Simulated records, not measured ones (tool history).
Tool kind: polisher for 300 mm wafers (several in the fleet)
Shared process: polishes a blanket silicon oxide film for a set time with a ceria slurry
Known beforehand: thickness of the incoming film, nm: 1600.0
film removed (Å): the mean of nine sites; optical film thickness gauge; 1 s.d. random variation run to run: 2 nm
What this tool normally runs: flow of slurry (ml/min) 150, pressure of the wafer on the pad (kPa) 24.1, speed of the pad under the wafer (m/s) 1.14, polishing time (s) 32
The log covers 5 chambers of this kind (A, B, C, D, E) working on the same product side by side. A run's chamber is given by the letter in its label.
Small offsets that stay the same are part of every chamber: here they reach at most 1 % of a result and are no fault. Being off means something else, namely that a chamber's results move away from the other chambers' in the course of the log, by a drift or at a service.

| run | hour | flow of slurry (ml/min) | pressure of the wafer on the pad (kPa) | speed of the pad under the wafer (m/s) | polishing time (s) | film removed (Å) |
|---|---|---|---|---|---|---|
|  | 7.9 | chamber B: worn pad replaced by a new one |
| 1A | 9.3 | 150 | 24.1 | 1.14 | 32 | 2164.1 |
| 2C | 17.7 | 150 | 24.1 | 1.14 | 32 | 2134.2 |
|  | 21.8 | chamber E: worn pad replaced by a new one |
| 3D | 29.5 | 150 | 24.1 | 1.14 | 32 | 2144.7 |
|  | 32.2 | chamber A: worn pad replaced by a new one |
| 4B | 39.4 | 150 | 24.1 | 1.14 | 32 | 2153.1 |
| 5E | 47.9 | 150 | 24.1 | 1.14 | 32 | 2178.6 |
| 6C | 53.4 | 150 | 24.1 | 1.14 | 32 | 2154.5 |
| 7D | 58.9 | 150 | 31.7 | 0.76 | 32 | 1844.7 |
|  | 61.7 | chamber B: worn pad replaced by a new one |
| 8E | 67.1 | 150 | 31.7 | 0.76 | 32 | 1937.8 |
|  | 78.8 | chamber E: worn pad replaced by a new one |
| 9A | 78.9 | 150 | 31.7 | 0.76 | 32 | 1889.5 |
|  | 84.8 | chamber C: worn pad replaced by a new one |
| 10B | 88.1 | 150 | 31.7 | 0.76 | 32 | 1871.4 |
| 11D | 93.7 | 150 | 31.7 | 0.76 | 32 | 1848.6 |
| 12A | 103.7 | 150 | 24.1 | 1.14 | 32 | 2168.5 |
|  | 104.8 | chamber D: slurry nozzle cleaned |
| 13C | 110.2 | 150 | 24.1 | 1.14 | 32 | 2165.1 |
| 14B | 120.5 | 150 | 24.1 | 1.14 | 32 | 2149 |
|  | 121.6 | chamber B: worn pad replaced by a new one |
|  | 125.1 | chamber A: worn pad replaced by a new one |
|  | 127.2 | chamber E: slurry nozzle cleaned |
| 15E | 130 | 150 | 24.1 | 1.14 | 32 | 2227.6 |
|  | 134.8 | chamber E: worn pad replaced by a new one |
| 16C | 135.5 | 150 | 24.1 | 1.14 | 32 | 2114.9 |
| 17A | 142.6 | 150 | 31.7 | 1.14 | 36 | 3205.6 |
| 18D | 150.7 | 150 | 31.7 | 1.14 | 36 | 3013.1 |
|  | 157.2 | chamber A: head pressure recalibrated |
| 19B | 160 | 150 | 31.7 | 1.14 | 36 | 3144.2 |
|  | 163.2 | chamber C: head pressure recalibrated |
| 20E | 165.8 | 150 | 31.7 | 1.14 | 36 | 3232.5 |
| 21A | 172.8 | 150 | 31.7 | 1.14 | 36 | 3192 |
|  | 178.3 | chamber C: worn pad replaced by a new one |
|  | 182.5 | chamber B: worn pad replaced by a new one |
| 22E | 183.3 | 150 | 24.1 | 1.14 | 32 | 2236.6 |
|  | 186.2 | chamber A: slurry nozzle cleaned |
|  | 189.2 | chamber E: worn pad replaced by a new one |
| 23C | 194.5 | 150 | 24.1 | 1.14 | 32 | 2161.6 |
|  | 198.5 | chamber E: head pressure recalibrated |
| 24D | 205.5 | 150 | 24.1 | 1.14 | 32 | 1967.3 |
|  | 207.5 | chamber A: worn pad replaced by a new one |
| 25B | 217.3 | 150 | 24.1 | 1.14 | 32 | 2175.2 |
| 26D | 224.8 | 150 | 24.1 | 1.14 | 32 | 1958 |
| 27E | 236.9 | 150 | 24.1 | 1.14 | 32 | 2172.2 |
|  | 242.6 | chamber B: worn pad replaced by a new one |
| 28A | 246.9 | 150 | 24.1 | 1.14 | 32 | 2140.5 |
| 29C | 255.3 | 150 | 21.4 | 1.14 | 32 | 1887.4 |
| 30B | 266.5 | 150 | 21.4 | 1.14 | 32 | 1888.1 |
| 31D | 276.6 | 150 | 21.4 | 1.14 | 32 | 1725.4 |

One chamber off, gauge drift, or nothing amiss beyond the chambers' own small offsets? If it is a chamber, which one, and what is the likeliest cause?

One chamber, D, drifts off from the rest bit by bit.
Most likely cause: removal rate lost through wear of the pad, % = 11.3.
It could be hard to tell apart here from: head's pressure below its setpoint, %.

Which of the 4 candidates below, each the usual settings with something changed and its results left as question marks, puts chamber D back in line with what the other chambers give on the usual settings?
In line means no further than this from the other chambers' mean on the usual settings: film removed (Å) 71
| 32D-1 | 285.5 | 155 | 24.1 | 1.28 | 32 | ? |
| 32D-2 | 285.5 | 150 | 24.8 | 1.14 | 32 | ? |
| 32D-3 | 285.5 | 150 | 21.4 | 1.14 | 32 | ? |
| 32D-4 | 285.5 | 150 | 23.4 | 1.12 | 32 | ? |

Usual-settings mean across the other chambers: film removed (Å) 2160.7
| run | film removed (Å) |
|---|---|
| 32D-1 | 2155 |
| 32D-2 | 1963.9 |
| 32D-3 | 1695.1 |
| 32D-4 | 1824.1 |
Change 32D-1 lands the chamber within the allowed miss of the other chambers.

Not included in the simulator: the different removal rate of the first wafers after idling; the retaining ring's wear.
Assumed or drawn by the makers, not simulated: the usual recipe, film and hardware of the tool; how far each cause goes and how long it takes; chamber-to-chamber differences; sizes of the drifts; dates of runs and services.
